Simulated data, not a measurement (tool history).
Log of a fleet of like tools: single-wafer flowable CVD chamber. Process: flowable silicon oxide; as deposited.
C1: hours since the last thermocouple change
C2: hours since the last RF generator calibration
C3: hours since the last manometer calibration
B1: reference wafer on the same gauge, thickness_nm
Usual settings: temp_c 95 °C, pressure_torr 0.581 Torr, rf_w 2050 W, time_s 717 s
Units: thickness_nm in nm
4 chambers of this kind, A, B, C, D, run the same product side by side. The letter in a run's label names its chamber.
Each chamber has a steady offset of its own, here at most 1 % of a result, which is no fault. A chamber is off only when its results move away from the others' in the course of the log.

run 1D hour=9.9 | temp_c=95 pressure_torr=0.581 rf_w=2050 time_s=717 | C1=665 C2=975.8 C3=2557.9 | B1=394.95 | thickness_nm=332.51
run 2C hour=18.9 | temp_c=95 pressure_torr=0.581 rf_w=2050 time_s=717 | C1=668.1 C2=557.8 C3=730.8 | B1=395.06 | thickness_nm=336.59
run 3A hour=29.5 | temp_c=95 pressure_torr=0.581 rf_w=2050 time_s=717 | C1=903.2 C2=1802.2 C3=570.3 | B1=395.08 | thickness_nm=332.46
run 4B hour=42.7 | temp_c=95 pressure_torr=0.581 rf_w=2050 time_s=717 | C1=385.3 C2=524.2 C3=542.7 | B1=395.26 | thickness_nm=333.55
run 5C hour=50.1 | temp_c=95 pressure_torr=0.581 rf_w=2050 time_s=717 | C1=699.3 C2=589 C3=762 | B1=395.17 | thickness_nm=336.55
run 6D hour=59.5 | temp_c=95 pressure_torr=0.581 rf_w=2275 time_s=770 | C1=714.6 C2=1025.4 C3=2607.5 | B1=395.23 | thickness_nm=364.44
run 7B hour=70 | temp_c=95 pressure_torr=0.581 rf_w=2275 time_s=770 | C1=412.6 C2=551.5 C3=570 | B1=395.27 | thickness_nm=364.56
run 8A hour=76.5 | temp_c=95 pressure_torr=0.581 rf_w=2275 time_s=770 | C1=950.2 C2=1849.2 C3=617.3 | B1=395.42 | thickness_nm=363.53
run 9A hour=87.4 | temp_c=95 pressure_torr=0.581 rf_w=2275 time_s=770 | C1=961.1 C2=1860.1 C3=628.2 | B1=395.39 | thickness_nm=363.57
run 10D hour=99.1 | temp_c=95 pressure_torr=0.581 rf_w=2050 time_s=717 | C1=754.2 C2=1065 C3=2647.1 | B1=395.48 | thickness_nm=333.96
run 11B hour=108.8 | temp_c=95 pressure_torr=0.581 rf_w=2050 time_s=717 | C1=451.4 C2=590.3 C3=608.8 | B1=395.46 | thickness_nm=333.48
-- hour=114.7 chamber D: capacitance manometer re-zeroed and calibrated
run 12C hour=120.6 | temp_c=95 pressure_torr=0.581 rf_w=2050 time_s=717 | C1=769.8 C2=659.5 C3=832.5 | B1=395.62 | thickness_nm=336.45
run 13D hour=130.5 | temp_c=95 pressure_torr=0.581 rf_w=2050 time_s=717 | C1=785.6 C2=1096.4 C3=15.9 | B1=395.73 | thickness_nm=333.65
run 14C hour=139.2 | temp_c=86 pressure_torr=0.581 rf_w=2050 time_s=717 | C1=788.4 C2=678.1 C3=851.1 | B1=395.72 | thickness_nm=450.52
run 15A hour=147.5 | temp_c=86 pressure_torr=0.581 rf_w=2050 time_s=717 | C1=1021.2 C2=1920.2 C3=688.3 | B1=395.62 | thickness_nm=441.74
run 16B hour=154.8 | temp_c=86 pressure_torr=0.581 rf_w=2050 time_s=717 | C1=497.4 C2=636.3 C3=654.8 | B1=395.79 | thickness_nm=443.25
run 17D hour=162.5 | temp_c=86 pressure_torr=0.581 rf_w=2050 time_s=717 | C1=817.6 C2=1128.4 C3=47.9 | B1=395.86 | thickness_nm=446.09
-- hour=166.7 chamber A: RF generator calibrated
run 18C hour=171.3 | temp_c=95 pressure_torr=0.655 rf_w=2295 time_s=717 | C1=820.5 C2=710.2 C3=883.2 | B1=395.87 | thickness_nm=407.39
run 19B hour=184.2 | temp_c=95 pressure_torr=0.655 rf_w=2295 time_s=717 | C1=526.8 C2=665.7 C3=684.2 | B1=395.89 | thickness_nm=402.45
run 20A hour=194.6 | temp_c=95 pressure_torr=0.655 rf_w=2295 time_s=717 | C1=1068.3 C2=27.9 C3=735.4 | B1=395.98 | thickness_nm=401.14
run 21C hour=205.4 | temp_c=95 pressure_torr=0.655 rf_w=2295 time_s=717 | C1=854.6 C2=744.3 C3=917.3 | B1=396.09 | thickness_nm=406.03
run 22D hour=211.7 | temp_c=95 pressure_torr=0.581 rf_w=2050 time_s=781 | C1=866.8 C2=1177.6 C3=97.1 | B1=396.21 | thickness_nm=363.9
run 23B hour=218.2 | temp_c=95 pressure_torr=0.581 rf_w=2050 time_s=781 | C1=560.8 C2=699.7 C3=718.2 | B1=396.14 | thickness_nm=363.11
run 24A hour=229.3 | temp_c=95 pressure_torr=0.581 rf_w=2050 time_s=781 | C1=1103 C2=62.6 C3=770.1 | B1=396.05 | thickness_nm=362.74
run 25C hour=240.2 | temp_c=95 pressure_torr=0.581 rf_w=2050 time_s=781 | C1=889.4 C2=779.1 C3=952.1 | B1=396.33 | thickness_nm=367.88
run 26B hour=246 | temp_c=95 pressure_torr=0.581 rf_w=2050 time_s=717 | C1=588.6 C2=727.5 C3=746 | B1=396.25 | thickness_nm=334.26
run 27A hour=256.4 | temp_c=95 pressure_torr=0.581 rf_w=2050 time_s=717 | C1=1130.1 C2=89.7 C3=797.2 | B1=396.29 | thickness_nm=332.79
run 28D hour=268.2 | temp_c=95 pressure_torr=0.581 rf_w=2050 time_s=717 | C1=923.3 C2=1234.1 C3=153.6 | B1=396.31 | thickness_nm=334.27
run 29D hour=276.7 | temp_c=95 pressure_torr=0.581 rf_w=2050 time_s=717 | C1=931.8 C2=1242.6 C3=162.1 | B1=396.47 | thickness_nm=334.09
-- hour=280.5 chamber C: RF generator calibrated
run 30B hour=283.3 | temp_c=95 pressure_torr=0.581 rf_w=2050 time_s=797 | C1=625.9 C2=764.8 C3=783.3 | B1=396.4 | thickness_nm=371.94
run 31A hour=292.4 | temp_c=95 pressure_torr=0.581 rf_w=2050 time_s=797 | C1=1166.1 C2=125.7 C3=833.2 | B1=396.52 | thickness_nm=370.08
run 32C hour=303.4 | temp_c=95 pressure_torr=0.581 rf_w=2050 time_s=797 | C1=952.6 C2=23 C3=1015.3 | B1=396.6 | thickness_nm=376.25
run 33A hour=313.1 | temp_c=95 pressure_torr=0.581 rf_w=2050 time_s=797 | C1=1186.8 C2=146.4 C3=853.9 | B1=396.7 | thickness_nm=369.55
run 34D hour=321.6 | temp_c=95 pressure_torr=0.581 rf_w=2050 time_s=717 | C1=976.7 C2=1287.5 C3=207 | B1=396.62 | thickness_nm=334.81

All 4 chambers run these settings next. Forecast each chamber's results:
run 35A hour=331.3 | temp_c=95 pressure_torr=0.581 rf_w=2050 time_s=717 | thickness_nm=?
run 35B hour=331.3 | temp_c=95 pressure_torr=0.581 rf_w=2050 time_s=717 | thickness_nm=?
run 35C hour=331.3 | temp_c=95 pressure_torr=0.581 rf_w=2050 time_s=717 | thickness_nm=?
run 35D hour=331.3 | temp_c=95 pressure_torr=0.581 rf_w=2050 time_s=717 | thickness_nm=?

run=35A thickness_nm=333.55
run=35B thickness_nm=334.41
run=35C thickness_nm=337.72
run=35D thickness_nm=334.5

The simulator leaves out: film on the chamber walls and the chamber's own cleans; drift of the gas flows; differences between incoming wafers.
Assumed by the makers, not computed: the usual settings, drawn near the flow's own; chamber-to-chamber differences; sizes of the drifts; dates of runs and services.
